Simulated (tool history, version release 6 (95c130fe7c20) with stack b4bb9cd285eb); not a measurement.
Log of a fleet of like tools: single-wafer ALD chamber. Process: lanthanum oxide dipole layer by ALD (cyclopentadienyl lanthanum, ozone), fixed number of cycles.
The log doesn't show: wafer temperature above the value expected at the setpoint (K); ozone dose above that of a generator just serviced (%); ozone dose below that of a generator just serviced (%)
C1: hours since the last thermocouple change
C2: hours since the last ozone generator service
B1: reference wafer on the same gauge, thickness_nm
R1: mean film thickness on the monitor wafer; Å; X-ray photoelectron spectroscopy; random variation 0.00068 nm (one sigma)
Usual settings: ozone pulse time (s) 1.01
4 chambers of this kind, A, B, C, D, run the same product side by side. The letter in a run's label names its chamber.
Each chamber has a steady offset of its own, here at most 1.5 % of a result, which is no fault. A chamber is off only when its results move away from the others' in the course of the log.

Run 1A, day 0.342: usual settings; C1 2467.1; C2 85.2; B1 0.49002. Result: R1 5.0729 Å.
Run 2D, day 0.671: usual settings; C1 435.8; C2 377.5; B1 0.49018. Result: R1 5.0354 Å.
Run 3B, day 0.938: usual settings; C1 366; C2 373.2; B1 0.49041. Result: R1 5.034 Å.
Run 4C, day 1.283: usual settings; C1 1483.5; C2 1372.5; B1 0.49026. Result: R1 5.0219 Å.
Run 5B, day 1.646: usual settings; C1 383; C2 390.2; B1 0.49038. Result: R1 5.0213 Å.
Run 6D, day 1.938: usual settings; C1 466.2; C2 407.9; B1 0.4908. Result: R1 5.0212 Å.
Run 7A, day 2.371: usual settings but ozone pulse time (s) 1.29; C1 2515.8; C2 133.9; B1 0.49082. Result: R1 5.4234 Å.
Run 8C, day 2.792: usual settings but ozone pulse time (s) 1.29; C1 1519.7; C2 1408.7; B1 0.49086. Result: R1 5.3548 Å.
Run 9A, day 3.062: usual settings but ozone pulse time (s) 1.29; C1 2532.4; C2 150.5; B1 0.49092. Result: R1 5.4194 Å.
Run 10C, day 3.408: usual settings but ozone pulse time (s) 1.29; C1 1534.5; C2 1423.5; B1 0.49122. Result: R1 5.3364 Å.
Run 11D, day 3.675: usual settings; C1 507.9; C2 449.6; B1 0.49084. Result: R1 5.0454 Å.
At day 3.95: chamber C: ozone generator serviced.
Run 12B, day 4.05: usual settings; C1 440.7; C2 447.9; B1 0.49132. Result: R1 5.0424 Å.
Run 13B, day 4.492: usual settings; C1 451.3; C2 458.5; B1 0.49136. Result: R1 5.0369 Å.
Run 14A, day 4.762: usual settings; C1 2573.2; C2 191.3; B1 0.49142. Result: R1 5.0843 Å.
Run 15C, day 5.162: usual settings; C1 1576.6; C2 29.2; B1 0.49154. Result: R1 5.0298 Å.
Run 16D, day 5.392: usual settings; C1 549.1; C2 490.8; B1 0.4916. Result: R1 5.0242 Å.
Run 17D, day 5.675: usual settings; C1 555.9; C2 497.6; B1 0.49188. Result: R1 5.037 Å.
Run 18B, day 6.008: usual settings; C1 487.7; C2 494.9; B1 0.49184. Result: R1 5.0366 Å.
Run 19C, day 6.425: usual settings; C1 1606.9; C2 59.5; B1 0.49185. Result: R1 5.019 Å.
Run 20A, day 6.775: usual settings; C1 2621.5; C2 239.6; B1 0.49199. Result: R1 5.1155 Å.
Run 21D, day 7.225: usual settings but ozone pulse time (s) 1.34; C1 593.1; C2 534.8; B1 0.49229. Result: R1 5.4112 Å.
Run 22A, day 7.425: usual settings but ozone pulse time (s) 1.34; C1 2637.1; C2 255.2; B1 0.49223. Result: R1 5.4792 Å.
Run 23B, day 7.65: usual settings but ozone pulse time (s) 1.34; C1 527.1; C2 534.3; B1 0.49222. Result: R1 5.4297 Å.
Run 24C, day 7.879: usual settings but ozone pulse time (s) 1.34; C1 1641.8; C2 94.4; B1 0.4923. Result: R1 5.3947 Å.
Run 25A, day 8.254: usual settings; C1 2657; C2 275.1; B1 0.49238. Result: R1 5.1051 Å.
Run 26D, day 8.483: usual settings; C1 623.3; C2 565; B1 0.49257. Result: R1 5.0293 Å.
Run 27B, day 8.858: usual settings; C1 556.1; C2 563.3; B1 0.49281. Result: R1 5.0485 Å.

Is one chamber off against the others, does the gauge drift, or is nothing wrong? If a chamber is off, say which, and what the likeliest cause is.

The gauge drifts, so all chambers seem to drift together. No chamber is off.
Cause: gauge reads high (%) = 0.565.
